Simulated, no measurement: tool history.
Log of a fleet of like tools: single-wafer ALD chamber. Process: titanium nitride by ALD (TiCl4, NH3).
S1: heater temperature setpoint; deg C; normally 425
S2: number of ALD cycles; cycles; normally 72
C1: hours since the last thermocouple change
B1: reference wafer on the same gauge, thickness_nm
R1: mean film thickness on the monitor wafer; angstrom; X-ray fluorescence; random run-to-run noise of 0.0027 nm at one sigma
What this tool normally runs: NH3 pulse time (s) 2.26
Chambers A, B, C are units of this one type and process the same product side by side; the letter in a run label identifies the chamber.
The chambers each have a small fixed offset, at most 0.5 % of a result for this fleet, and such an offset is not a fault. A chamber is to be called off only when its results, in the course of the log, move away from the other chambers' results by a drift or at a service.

At day 0.092: chamber B: thermocouple changed; heater temperature recalibrated.
Run 1C, day 0.188: usual settings; C1 2162.3; B1 1.5698. Result: R1 16.004 angstrom.
Run 2A, day 0.533: usual settings; C1 1048.0; B1 1.5694. Result: R1 16.017 angstrom.
Run 3B, day 0.746: usual settings; C1 15.7; B1 1.5692. Result: R1 16.114 angstrom.
Run 4B, day 1.117: usual settings; C1 24.6; B1 1.5684. Result: R1 16.056 angstrom.
Run 5C, day 1.475: usual settings; C1 2193.2; B1 1.5683. Result: R1 15.989 angstrom.
Run 6A, day 1.796: usual settings; C1 1078.3; B1 1.5683. Result: R1 16.039 angstrom.
Run 7A, day 2.042: usual settings; C1 1084.2; B1 1.5683. Result: R1 15.982 angstrom.
Run 8C, day 2.425: usual settings; C1 2216.0; B1 1.5669. Result: R1 15.972 angstrom.
Run 9B, day 2.812: usual settings; C1 65.3; B1 1.5668. Result: R1 16.049 angstrom.
Run 10B, day 3.192: usual settings; C1 74.4; B1 1.5670. Result: R1 16.010 angstrom.
Run 11A, day 3.438: usual settings but NH3 pulse time (s) 1.97; C1 1117.7; B1 1.5664. Result: R1 15.893 angstrom.
Run 12C, day 3.675: usual settings but NH3 pulse time (s) 1.97; C1 2246.0; B1 1.5658. Result: R1 15.908 angstrom.
Run 13C, day 3.883: usual settings but NH3 pulse time (s) 1.97; C1 2251.0; B1 1.5660. Result: R1 15.887 angstrom.
Run 14B, day 4.225: usual settings; C1 99.2; B1 1.5660. Result: R1 16.068 angstrom.
Run 15A, day 4.504: usual settings; C1 1143.3; B1 1.5656. Result: R1 15.970 angstrom.
Run 16B, day 4.704: usual settings; C1 110.7; B1 1.5645. Result: R1 16.020 angstrom.
Run 17C, day 5.033: usual settings; C1 2278.6; B1 1.5645. Result: R1 15.987 angstrom.
Run 18A, day 5.271: usual settings; C1 1161.7; B1 1.5644. Result: R1 15.988 angstrom.
Run 19B, day 5.562: usual settings; C1 131.3; B1 1.5640. Result: R1 16.041 angstrom.
Run 20C, day 5.933: usual settings; C1 2300.2; B1 1.5635. Result: R1 15.910 angstrom.
Run 21A, day 6.121: usual settings; C1 1182.1; B1 1.5639. Result: R1 15.972 angstrom.
Run 22C, day 6.329: usual settings; C1 2309.7; B1 1.5628. Result: R1 15.949 angstrom.
Run 23B, day 6.575: usual settings; C1 155.6; B1 1.5631. Result: R1 16.010 angstrom.
Run 24A, day 6.854: usual settings; C1 1199.7; B1 1.5624. Result: R1 15.973 angstrom.
Run 25B, day 7.042: usual settings; C1 166.8; B1 1.5629. Result: R1 16.012 angstrom.
Run 26A, day 7.300: usual settings; C1 1210.4; B1 1.5623. Result: R1 15.944 angstrom.
Run 27C, day 7.538: usual settings; C1 2338.7; B1 1.5619. Result: R1 15.942 angstrom.
Run 28B, day 7.825: usual settings; C1 185.6; B1 1.5612. Result: R1 16.038 angstrom.
Run 29C, day 8.046: usual settings; C1 2350.9; B1 1.5614. Result: R1 15.909 angstrom.
Run 30A, day 8.400: usual settings; C1 1236.8; B1 1.5607. Result: R1 15.959 angstrom.
Run 31B, day 8.792: usual settings; C1 208.8; B1 1.5609. Result: R1 15.987 angstrom.
Run 32A, day 9.154: usual settings; C1 1254.9; B1 1.5593. Result: R1 15.968 angstrom.
At day 9.333: chamber C: thermocouple changed; heater temperature recalibrated.
Run 33C, day 9.429: usual settings; C1 2.4; B1 1.5596. Result: R1 15.865 angstrom.
Run 34C, day 9.667: usual settings; C1 8.1; B1 1.5601. Result: R1 15.919 angstrom.

Does one chamber stand apart from the rest, does the shared gauge drift, or is all well apart from small per-chamber offsets? Give the chamber and the most likely cause, where there is one.

Every chamber seems to shift together because the gauge that measures them all drifts; the chambers themselves are fine.
What lies behind it: gauge reads low (%) = 0.68.
